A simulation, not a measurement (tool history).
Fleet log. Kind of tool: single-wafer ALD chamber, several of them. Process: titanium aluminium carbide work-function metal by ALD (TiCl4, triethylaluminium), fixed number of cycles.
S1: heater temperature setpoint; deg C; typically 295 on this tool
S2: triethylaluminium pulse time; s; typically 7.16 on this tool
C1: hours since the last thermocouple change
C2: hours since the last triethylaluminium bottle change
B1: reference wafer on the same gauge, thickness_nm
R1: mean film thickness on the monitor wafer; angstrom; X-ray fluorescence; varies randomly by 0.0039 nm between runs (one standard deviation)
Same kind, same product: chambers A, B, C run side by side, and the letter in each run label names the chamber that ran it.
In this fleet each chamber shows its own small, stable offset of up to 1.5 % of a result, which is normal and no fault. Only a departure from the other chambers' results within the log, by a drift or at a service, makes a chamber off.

Run 1A, day 0.300: usual settings; C1 759.3; C2 1659.5; B1 1.9600. Result: R1 18.449 angstrom.
Run 2C, day 0.650: usual settings; C1 770.0; C2 1053.6; B1 1.9593. Result: R1 18.490 angstrom.
Run 3B, day 1.021: usual settings; C1 197.0; C2 146.4; B1 1.9609. Result: R1 18.800 angstrom.
Run 4B, day 1.421: usual settings; C1 206.6; C2 156.0; B1 1.9597. Result: R1 18.723 angstrom.
Run 5A, day 1.779: usual settings; C1 794.8; C2 1695.0; B1 1.9603. Result: R1 18.413 angstrom.
Run 6C, day 2.012: usual settings; C1 802.7; C2 1086.3; B1 1.9600. Result: R1 18.528 angstrom.
Run 7C, day 2.242: usual settings; C1 808.2; C2 1091.8; B1 1.9600. Result: R1 18.481 angstrom.
Run 8A, day 2.462: usual settings; C1 811.2; C2 1711.4; B1 1.9593. Result: R1 18.337 angstrom.
Run 9B, day 2.717: usual settings; C1 237.7; C2 187.1; B1 1.9603. Result: R1 18.806 angstrom.
At day 2.754: chamber A: triethylaluminium bottle replaced.
Run 10A, day 3.017: usual settings; C1 824.5; C2 6.4; B1 1.9590. Result: R1 18.338 angstrom.
Run 11B, day 3.312: usual settings; C1 252.0; C2 201.4; B1 1.9592. Result: R1 18.739 angstrom.
Run 12C, day 3.604: usual settings; C1 840.9; C2 1124.5; B1 1.9611. Result: R1 18.486 angstrom.
Run 13C, day 3.796: usual settings; C1 845.5; C2 1129.1; B1 1.9605. Result: R1 18.413 angstrom.
Run 14A, day 4.138: usual settings; C1 851.4; C2 33.3; B1 1.9610. Result: R1 18.253 angstrom.
Run 15B, day 4.346: usual settings; C1 276.8; C2 226.2; B1 1.9596. Result: R1 18.845 angstrom.
Run 16C, day 4.738: usual settings; C1 868.1; C2 1151.7; B1 1.9604. Result: R1 18.479 angstrom.
Run 17B, day 5.008: usual settings; C1 292.7; C2 242.1; B1 1.9600. Result: R1 18.700 angstrom.
Run 18A, day 5.225: usual settings; C1 877.5; C2 59.4; B1 1.9600. Result: R1 18.121 angstrom.
At day 5.467: chamber C: triethylaluminium bottle replaced.
Run 19A, day 5.608: usual settings but S1 300 deg C; C1 886.7; C2 68.6; B1 1.9606. Result: R1 18.584 angstrom.
Run 20C, day 5.888: usual settings but S1 300 deg C; C1 895.7; C2 10.2; B1 1.9603. Result: R1 18.869 angstrom.
Run 21B, day 6.100: usual settings but S1 300 deg C; C1 318.9; C2 268.3; B1 1.9601. Result: R1 19.129 angstrom.
Run 22C, day 6.358: usual settings; C1 907.0; C2 21.5; B1 1.9602. Result: R1 18.492 angstrom.

Does one chamber stand apart from the rest, does the shared gauge drift, or is all well apart from small per-chamber offsets? Give the chamber and the most likely cause, where there is one.

One chamber, A, drifts off from the rest bit by bit.
What lies behind it: wafer temperature below the value expected at the setpoint (K) = 5.4.

Which of the 4 candidates below, each the usual settings with something changed and its results left as question marks, puts chamber A back in line with what the other chambers give on the usual settings?
In line means no further than this from the other chambers' mean on the usual settings: R1 0.150 angstrom
Run 23A-1, day 6.650: usual settings but S1 296 deg C, S2 7.50 s. Result: R1 ?.
Run 23A-2, day 6.650: usual settings but S1 288 deg C. Result: R1 ?.
Run 23A-3, day 6.650: usual settings but S1 298 deg C, S2 7.82 s. Result: R1 ?.
Run 23A-4, day 6.650: usual settings but S1 291 deg C. Result: R1 ?.

Average result of the remaining chambers running the usual settings: R1 18.631 angstrom
  run      R1
23A-1  18.333
23A-2  17.487
23A-3  18.659
23A-4  17.734
With 23A-3, the chamber falls back in line with the rest.
